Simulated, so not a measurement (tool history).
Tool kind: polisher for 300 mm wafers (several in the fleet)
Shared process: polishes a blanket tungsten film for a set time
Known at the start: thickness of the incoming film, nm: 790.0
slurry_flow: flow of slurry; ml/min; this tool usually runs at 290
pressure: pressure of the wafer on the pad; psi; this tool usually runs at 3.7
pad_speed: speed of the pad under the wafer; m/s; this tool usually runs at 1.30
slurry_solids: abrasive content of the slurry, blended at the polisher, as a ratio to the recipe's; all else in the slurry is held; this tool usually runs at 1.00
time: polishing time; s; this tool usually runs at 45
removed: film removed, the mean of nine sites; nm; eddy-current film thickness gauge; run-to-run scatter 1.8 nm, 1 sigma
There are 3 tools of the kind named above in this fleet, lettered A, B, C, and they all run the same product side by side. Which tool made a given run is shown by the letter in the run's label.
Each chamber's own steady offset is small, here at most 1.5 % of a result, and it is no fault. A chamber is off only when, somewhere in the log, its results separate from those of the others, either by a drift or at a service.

run	hour	slurry_flow	pressure	pad_speed	slurry_solids	time	wafers polished on this pad	hours since the slurry nozzle was cleaned	hours since the head pressure was calibrated	hours since the slurry blender was calibrated	hours since the slurry got fresh peroxide	removed
1A	2.7	290	3.7	1.30	1.00	45	547	133.5	509.6	104.6	99.7	233.57
# hour 4.4: chamber A: slurry blender recalibrated
2B	5.6	290	3.7	1.30	1.00	45	67	136.7	500.9	198.2	34.3	231.95
3C	8.4	290	3.7	1.30	1.00	45	406	703.6	126.8	83.0	39.6	231.04
4B	11.1	290	3.7	1.30	1.00	45	117	142.2	506.4	203.7	39.8	228.03
5A	15.4	290	3.7	1.30	1.00	45	663	146.2	522.3	11.0	112.4	231.33
6C	20.5	290	3.7	1.30	1.00	45	516	715.7	138.9	95.1	51.7	230.95
7A	23.1	290	3.7	1.30	1.00	45	732	153.9	530.0	18.7	120.1	228.77
8C	27.3	290	3.7	1.30	1.00	45	577	722.5	145.7	101.9	58.5	228.76
9B	30.7	290	3.7	1.30	1.00	45	295	161.8	526.0	223.3	59.4	229.16
# hour 33.7: chamber A: head pressure recalibrated
10C	34.9	290	3.7	1.30	1.00	45	646	730.1	153.3	109.5	66.1	229.78
# hour 38.3: chamber C: worn pad replaced by a new one
11B	38.6	290	2.9	0.88	1.00	45	367	169.7	533.9	231.2	67.3	119.57
12A	43.5	290	2.9	0.88	1.00	45	917	174.3	9.9	39.1	140.5	120.14
13B	49.0	290	2.9	0.88	1.00	45	461	180.1	544.3	241.6	77.7	119.50
14A	55.0	290	3.7	1.30	1.00	45	1022	185.8	21.4	50.6	152.0	228.88
15C	60.3	290	3.7	1.30	1.00	45	199	755.5	178.7	134.9	91.5	229.50
16C	63.1	290	3.7	1.30	1.00	45	225	758.3	181.5	137.7	94.3	228.37
17B	67.0	290	3.7	1.30	1.00	45	625	198.1	562.3	259.6	95.7	218.39
# hour 70.3: chamber C: slurry nozzle cleaned
18A	72.3	290	3.7	1.58	0.90	45	1179	203.1	38.7	67.9	169.3	271.99
19A	74.9	290	3.7	1.58	0.90	45	1202	205.7	41.3	70.5	171.9	272.98
20C	78.5	290	3.7	1.58	0.90	45	364	8.2	196.9	153.1	109.7	270.43
# hour 81.4: chamber B: head pressure recalibrated
21B	82.8	290	3.7	1.30	1.25	45	768	213.9	1.4	275.4	111.5	224.57
# hour 82.9: chamber A: slurry tank refilled with fresh slurry and peroxide
22A	88.3	290	3.7	1.30	1.25	45	1324	219.1	54.7	83.9	5.5	244.76
23B	91.6	290	3.7	1.30	1.25	45	848	222.7	10.2	284.2	120.3	224.66

The same settings go to every chamber for the next run, one line per chamber below. Forecast the results for each:
24A	95.9	290	3.7	1.30	1.00	45						?
24B	95.9	290	3.7	1.30	1.00	45						?
24C	95.9	290	3.7	1.30	1.00	45						?

run	removed
24A	231.02
24B	210.62
24C	228.93

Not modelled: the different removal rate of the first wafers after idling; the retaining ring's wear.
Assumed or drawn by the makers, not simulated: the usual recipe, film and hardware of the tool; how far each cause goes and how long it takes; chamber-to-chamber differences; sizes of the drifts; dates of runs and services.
